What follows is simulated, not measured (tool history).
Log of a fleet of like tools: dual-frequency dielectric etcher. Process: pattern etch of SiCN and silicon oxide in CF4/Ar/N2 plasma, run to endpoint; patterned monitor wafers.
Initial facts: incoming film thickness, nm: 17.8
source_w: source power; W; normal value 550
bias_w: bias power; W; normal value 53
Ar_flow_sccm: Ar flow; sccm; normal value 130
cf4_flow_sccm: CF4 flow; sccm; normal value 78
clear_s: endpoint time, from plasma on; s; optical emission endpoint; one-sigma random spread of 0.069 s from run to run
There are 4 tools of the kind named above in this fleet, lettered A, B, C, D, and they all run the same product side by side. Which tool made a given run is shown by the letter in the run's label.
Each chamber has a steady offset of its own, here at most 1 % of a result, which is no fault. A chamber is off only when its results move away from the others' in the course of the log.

run   hour  source_w  bias_w  Ar_flow_sccm  cf4_flow_sccm  clear_s
 1D   14.6       550      53           130             78   19.522
 2B   25.6       550      53           130             78   19.462
      33.4  -- chamber B: bias power generator calibrated
      34.6  -- chamber C: wet clean of the chamber
 3A   36.1       550      53           130             78   19.486
 4C   49.8       550      53           130             78   19.640
 5B   64.1       550      53           130             78   19.636
 6A   70.8       550      53           130             78   19.494
 7D   84.2       550      53           130             78   19.651
 8C   96.3       550      53           130             78   19.585
 9B  109.4       440      53           130             78   23.676
10D  119.9       440      53           130             78   23.797
     122.3  -- chamber B: wet clean of the chamber
11A  135.2       440      53           130             78   23.809
12C  142.5       440      53           130             78   24.111
13C  156.9       550      53           130             78   19.675
14D  168.1       550      53           130             78   19.412
15A  180.6       550      53           130             78   19.520
16B  189.6       550      53           130             78   19.615
17A  201.3       550      53           130             72   19.735
     212.0  -- chamber A: wet clean of the chamber
18C  213.1       550      53           130             72   20.050
19B  222.5       550      53           130             72   19.800
20D  234.4       550      53           130             72   19.453
21A  248.2       550      53           130             78   19.473
22C  260.3       550      53           130             78   19.814
23B  267.4       550      53           130             78   19.519
24D  277.1       550      53           130             78   19.231
25B  286.1       640      53           119             78   16.870
26C  299.7       640      53           119             78   16.963
27A  313.0       640      53           119             78   16.763
28D  325.7       640      53           119             78   16.398
29C  336.9       550      53           130             78   19.661
30A  347.6       550      53           130             78   19.518
31B  357.1       550      53           130             78   19.606
32D  369.0       550      53           130             78   19.006
33B  383.8       550      53           130             78   19.529
34C  393.3       550      53           130             78   19.669
35A  405.1       550      53           130             78   19.339
36D  417.1       550      53           130             78   18.688
37B  424.5       550      53           130             78   19.559
38D  437.1       550      53           130             78   18.907
39C  450.2       550      53           130             78   19.650

For the next run the whole fleet of 4 chambers uses the same settings. Give each chamber's results:
40A  461.1       550      53           130             78        ?
40B  461.1       550      53           130             78        ?
40C  461.1       550      53           130             78        ?
40D  461.1       550      53           130             78        ?

run  clear_s
40A   19.443
40B   19.563
40C   19.704
40D   18.678

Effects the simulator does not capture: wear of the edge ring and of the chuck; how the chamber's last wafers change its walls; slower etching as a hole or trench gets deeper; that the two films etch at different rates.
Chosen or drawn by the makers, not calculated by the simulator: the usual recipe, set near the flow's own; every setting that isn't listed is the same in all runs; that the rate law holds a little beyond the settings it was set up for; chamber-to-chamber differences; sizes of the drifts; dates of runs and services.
